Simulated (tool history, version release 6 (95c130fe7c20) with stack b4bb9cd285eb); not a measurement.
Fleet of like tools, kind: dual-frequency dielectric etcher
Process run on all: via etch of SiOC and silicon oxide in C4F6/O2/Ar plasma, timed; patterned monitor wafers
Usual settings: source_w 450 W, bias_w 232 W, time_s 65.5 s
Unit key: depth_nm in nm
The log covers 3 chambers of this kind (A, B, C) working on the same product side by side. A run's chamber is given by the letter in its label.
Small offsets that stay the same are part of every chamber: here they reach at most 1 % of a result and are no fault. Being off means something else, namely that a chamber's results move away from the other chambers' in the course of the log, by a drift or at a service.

run	hour	source_w	bias_w	time_s	read-back reference wafer on the same gauge, depth_nm	depth_nm
1B	9.1	450	232	65.5	73.336	83.814
2C	15.3	450	232	65.5	73.389	83.815
3A	21.8	450	232	65.5	73.338	84.181
4A	29.9	450	232	65.5	73.345	84.47
5B	36.2	450	232	65.5	73.317	84.187
6C	45.1	450	232	65.5	73.319	83.507
7A	53.4	450	232	65.5	73.261	84.927
8C	58	450	232	65.5	73.263	83.922
9B	65.7	450	232	65.5	73.314	84.257
10B	71.2	450	232	65.5	73.276	83.736
11C	75.7	450	232	65.5	73.298	84.142
12A	81.7	450	232	65.5	73.282	84.746
13C	88.6	450	232	65.5	73.257	83.763
14A	95.9	450	232	65.5	73.262	84.825
15B	104.8	450	232	65.5	73.298	83.976
16B	109.3	450	232	65.5	73.293	84.287
17A	118.1	450	232	65.5	73.273	85.525
18C	124	450	232	65.5	73.277	84.062
19B	130.6	450	232	65.5	73.312	84.037
20A	139.7	450	232	65.5	73.264	85.043
21C	148.6	450	232	65.5	73.264	83.919
22B	155.2	450	232	65.5	73.326	83.835
23A	159.5	450	232	65.5	73.315	85.771
24C	167.3	450	232	65.5	73.229	84.429
25B	174.8	450	232	65.5	73.287	83.896
26A	182.8	450	232	65.5	73.266	85.977
27C	187.9	450	261	50.5	73.267	67.669
28B	193.7	450	261	50.5	73.344	67.477
29C	201.3	450	261	50.5	73.284	67.694
30A	208.5	450	232	65.5	73.338	86.828
31C	217.8	450	232	55	73.315	70.255
32A	226.5	450	232	55	73.289	73.024
33B	233.1	450	232	55	73.289	70.347

Each of the 3 chambers runs these same settings next. Fill in every chamber's results:
34A	239.9	450	259	65.5		?
34B	239.9	450	259	65.5		?
34C	239.9	450	259	65.5		?

run	depth_nm
34A	90.423
34B	86.617
34C	87.587

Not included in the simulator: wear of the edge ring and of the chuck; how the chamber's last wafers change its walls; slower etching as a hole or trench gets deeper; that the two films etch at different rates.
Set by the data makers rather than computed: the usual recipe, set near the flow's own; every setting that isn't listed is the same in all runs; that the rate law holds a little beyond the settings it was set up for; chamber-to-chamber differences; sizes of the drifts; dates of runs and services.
